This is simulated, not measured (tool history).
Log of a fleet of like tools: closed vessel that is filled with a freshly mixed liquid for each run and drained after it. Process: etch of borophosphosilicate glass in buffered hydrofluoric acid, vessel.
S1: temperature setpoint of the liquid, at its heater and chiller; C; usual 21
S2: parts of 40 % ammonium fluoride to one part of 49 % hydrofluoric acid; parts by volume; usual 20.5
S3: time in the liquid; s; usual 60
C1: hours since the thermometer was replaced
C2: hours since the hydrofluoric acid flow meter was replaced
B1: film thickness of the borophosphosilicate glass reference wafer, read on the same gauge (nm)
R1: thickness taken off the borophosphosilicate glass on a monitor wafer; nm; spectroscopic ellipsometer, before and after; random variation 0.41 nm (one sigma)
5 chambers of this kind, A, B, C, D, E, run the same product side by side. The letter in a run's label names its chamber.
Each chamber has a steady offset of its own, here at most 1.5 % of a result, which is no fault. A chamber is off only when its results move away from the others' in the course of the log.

run 1A hour=6.7 | S1=21 S2=20.5 S3=60 | C1=323.8 C2=940.6 | B1=140.02 | R1=47.357
run 2B hour=13.4 | S1=21 S2=20.5 S3=60 | C1=562.2 C2=1392.4 | B1=139.97 | R1=48.094
run 3E hour=20.7 | S1=21 S2=20.5 S3=60 | C1=643.7 C2=153.7 | B1=140.00 | R1=48.147
run 4C hour=29.6 | S1=21 S2=20.5 S3=60 | C1=466.0 C2=1648.8 | B1=140.02 | R1=48.884
run 5D hour=35.7 | S1=21 S2=20.5 S3=60 | C1=261.0 C2=196.8 | B1=140.00 | R1=47.891
run 6A hour=40.8 | S1=21 S2=20.5 S3=60 | C1=357.9 C2=974.7 | B1=139.97 | R1=48.249
run 7D hour=47.9 | S1=21 S2=20.5 S3=60 | C1=273.2 C2=209.0 | B1=140.03 | R1=47.769
run 8B hour=55.1 | S1=21 S2=20.5 S3=60 | C1=603.9 C2=1434.1 | B1=139.97 | R1=48.363
run 9E hour=61.5 | S1=21 S2=20.5 S3=60 | C1=684.5 C2=194.5 | B1=139.96 | R1=47.014
run 10C hour=69.0 | S1=21 S2=20.5 S3=60 | C1=505.4 C2=1688.2 | B1=139.97 | R1=47.830
run 11D hour=76.8 | S1=21 S2=20.5 S3=60 | C1=302.1 C2=237.9 | B1=139.98 | R1=48.148
run 12A hour=83.4 | S1=21 S2=20.5 S3=60 | C1=400.5 C2=1017.3 | B1=140.00 | R1=48.707
run 13B hour=89.5 | S1=21 S2=27.5 S3=80 | C1=638.3 C2=1468.5 | B1=140.05 | R1=52.171
run 14C hour=94.0 | S1=21 S2=27.5 S3=80 | C1=530.4 C2=1713.2 | B1=140.01 | R1=51.766
run 15E hour=101.5 | S1=21 S2=27.5 S3=80 | C1=724.5 C2=234.5 | B1=140.03 | R1=51.875
run 16D hour=111.0 | S1=21 S2=27.5 S3=80 | C1=336.3 C2=272.1 | B1=139.93 | R1=52.488
run 17B hour=118.5 | S1=21 S2=27.5 S3=80 | C1=667.3 C2=1497.5 | B1=140.01 | R1=52.024
run 18C hour=123.8 | S1=21 S2=20.5 S3=60 | C1=560.2 C2=1743.0 | B1=139.95 | R1=47.662
run 19E hour=128.6 | S1=21 S2=20.5 S3=60 | C1=751.6 C2=261.6 | B1=140.03 | R1=47.592
run 20A hour=135.1 | S1=21 S2=20.5 S3=60 | C1=452.2 C2=1069.0 | B1=139.97 | R1=48.447
run 21B hour=140.3 | S1=21 S2=20.5 S3=60 | C1=689.1 C2=1519.3 | B1=139.97 | R1=48.349
run 22A hour=145.9 | S1=21 S2=20.5 S3=60 | C1=463.0 C2=1079.8 | B1=140.01 | R1=47.849
run 23C hour=151.6 | S1=21 S2=15.5 S3=60 | C1=588.0 C2=1770.8 | B1=139.92 | R1=62.572
run 24D hour=160.6 | S1=21 S2=15.5 S3=60 | C1=385.9 C2=321.7 | B1=140.00 | R1=62.931
run 25E hour=166.8 | S1=21 S2=15.5 S3=60 | C1=789.8 C2=299.8 | B1=140.03 | R1=61.813
run 26D hour=173.3 | S1=21 S2=15.5 S3=60 | C1=398.6 C2=334.4 | B1=140.05 | R1=63.401
run 27C hour=178.1 | S1=21 S2=15.5 S3=60 | C1=614.5 C2=1797.3 | B1=139.99 | R1=62.758
run 28A hour=182.8 | S1=21 S2=20.5 S3=60 | C1=499.9 C2=1116.7 | B1=140.01 | R1=47.991
run 29B hour=188.6 | S1=21 S2=20.5 S3=60 | C1=737.4 C2=1567.6 | B1=140.02 | R1=47.674
run 30E hour=193.2 | S1=19 S2=20.5 S3=45 | C1=816.2 C2=326.2 | B1=139.98 | R1=31.851
run 31E hour=201.6 | S1=19 S2=20.5 S3=45 | C1=824.6 C2=334.6 | B1=140.03 | R1=31.946
run 32B hour=205.7 | S1=19 S2=20.5 S3=45 | C1=754.5 C2=1584.7 | B1=140.01 | R1=32.530
run 33C hour=212.1 | S1=19 S2=20.5 S3=45 | C1=648.5 C2=1831.3 | B1=139.99 | R1=31.166
run 34A hour=216.7 | S1=19 S2=20.5 S3=45 | C1=533.8 C2=1150.6 | B1=139.98 | R1=32.444
run 35D hour=224.1 | S1=21 S2=20.5 S3=60 | C1=449.4 C2=385.2 | B1=140.02 | R1=48.367
run 36B hour=230.9 | S1=21 S2=20.5 S3=60 | C1=779.7 C2=1609.9 | B1=140.06 | R1=48.040
run 37E hour=235.2 | S1=21 S2=20.5 S3=60 | C1=858.2 C2=368.2 | B1=140.00 | R1=47.575
run 38C hour=239.6 | S1=21 S2=20.5 S3=75 | C1=676.0 C2=1858.8 | B1=140.00 | R1=58.465
run 39A hour=247.0 | S1=21 S2=20.5 S3=75 | C1=564.1 C2=1180.9 | B1=139.96 | R1=60.785
run 40D hour=255.9 | S1=21 S2=20.5 S3=75 | C1=481.2 C2=417.0 | B1=139.99 | R1=60.845

Is one chamber off against the others, does the gauge drift, or is nothing wrong? If a chamber is off, say which, and what the likeliest cause is.

Chamber C drifts away from the others.
Cause: liquid colder than its thermometer reads (K) = 0.845.
The log may not tell that from: hydrofluoric acid flow below the setpoint (%).

Here are 4 candidates for chamber C's next run, each the usual settings with a change, their results left as question marks. Which one brings its results back in line with what the others give on the usual settings?
In line means no further than this from the other chambers' mean on the usual settings: R1 1.400 nm
run 41C-1 hour=262.7 | S1=21.0 S2=20.5 S3=55 | R1=?
run 41C-2 hour=262.7 | S1=21.5 S2=20.0 S3=60 | R1=?
run 41C-3 hour=262.7 | S1=21.0 S2=20.5 S3=65 | R1=?
run 41C-4 hour=262.7 | S1=20.5 S2=20.5 S3=60 | R1=?

The other chambers' mean on the usual settings: R1 48.135 nm
run=41C-1 R1=42.507
run=41C-2 R1=48.692
run=41C-3 R1=50.235
run=41C-4 R1=45.075
41C-2 brings the chamber back in line.

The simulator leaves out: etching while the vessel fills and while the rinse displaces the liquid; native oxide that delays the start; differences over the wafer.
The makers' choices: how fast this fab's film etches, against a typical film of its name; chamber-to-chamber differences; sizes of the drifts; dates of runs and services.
